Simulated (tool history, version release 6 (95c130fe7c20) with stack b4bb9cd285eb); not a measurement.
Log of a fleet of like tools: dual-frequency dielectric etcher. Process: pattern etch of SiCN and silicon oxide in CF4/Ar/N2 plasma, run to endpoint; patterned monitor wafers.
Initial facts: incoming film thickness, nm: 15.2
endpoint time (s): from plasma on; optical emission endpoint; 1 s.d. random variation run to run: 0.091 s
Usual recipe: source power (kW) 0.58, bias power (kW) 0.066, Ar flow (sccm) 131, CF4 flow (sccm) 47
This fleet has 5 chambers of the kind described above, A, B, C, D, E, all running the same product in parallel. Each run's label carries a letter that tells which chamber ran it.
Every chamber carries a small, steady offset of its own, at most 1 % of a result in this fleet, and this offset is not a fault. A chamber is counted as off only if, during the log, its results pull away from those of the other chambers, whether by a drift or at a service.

run	hour	source power (kW)	bias power (kW)	Ar flow (sccm)	CF4 flow (sccm)	endpoint time (s)
1C	9	0.58	0.066	131	47	16.274
# hour 18.5: chamber D: wet clean of the chamber
2D	20	0.58	0.066	131	47	16.336
3B	27.1	0.58	0.066	131	47	16.289
4A	36.6	0.58	0.066	131	47	16.208
5E	42.6	0.58	0.066	131	47	16.264
6D	54	0.58	0.066	131	47	16.342
7B	65.3	0.58	0.082	131	47	14.973
8C	72.7	0.58	0.082	131	47	15.205
9A	78.9	0.58	0.082	131	47	14.841
10E	90.1	0.58	0.082	131	47	14.925
11C	98.7	0.58	0.082	131	47	15.121
12B	107.1	0.58	0.066	131	47	16.315
13E	112.5	0.58	0.066	131	47	16.227
14D	121.4	0.58	0.066	131	47	16.213
# hour 122.6: chamber E: wet clean of the chamber
15A	131.5	0.58	0.066	131	47	16.144
# hour 136: chamber B: Ar flow controller replaced
16C	140.3	0.58	0.066	131	47	16.324
# hour 146.1: chamber A: Ar flow controller replaced
17A	148.1	0.58	0.066	131	47	15.971
18D	157.4	0.58	0.066	131	47	16.475
19E	163.6	0.58	0.066	131	47	16.218
20B	171.2	0.58	0.066	131	47	16.335
21B	177.7	0.58	0.066	131	47	16.325
22A	183.6	0.58	0.066	131	47	16.123
23D	194	0.52	0.066	144	47	18.278
# hour 196.2: chamber C: wet clean of the chamber
24C	205.4	0.52	0.066	144	47	18.197
25E	210.7	0.52	0.066	144	47	18.319
26A	219.6	0.52	0.066	144	47	17.768
27B	225.9	0.52	0.066	144	47	18.324
28E	232	0.58	0.066	131	47	16.241
29C	239.4	0.58	0.052	131	47	17.707
30D	250.8	0.58	0.052	131	47	17.786
31D	261.7	0.58	0.052	131	47	17.785
32B	270.2	0.58	0.052	131	47	17.926

Next, all 5 chambers run the settings below, one line each with question marks for the results. What does each chamber give?
33A	278.4	0.58	0.066	131	42	?
33B	278.4	0.58	0.066	131	42	?
33C	278.4	0.58	0.066	131	42	?
33D	278.4	0.58	0.066	131	42	?
33E	278.4	0.58	0.066	131	42	?

run	endpoint time (s)
33A	16.222
33B	16.735
33C	16.642
33D	16.602
33E	16.505
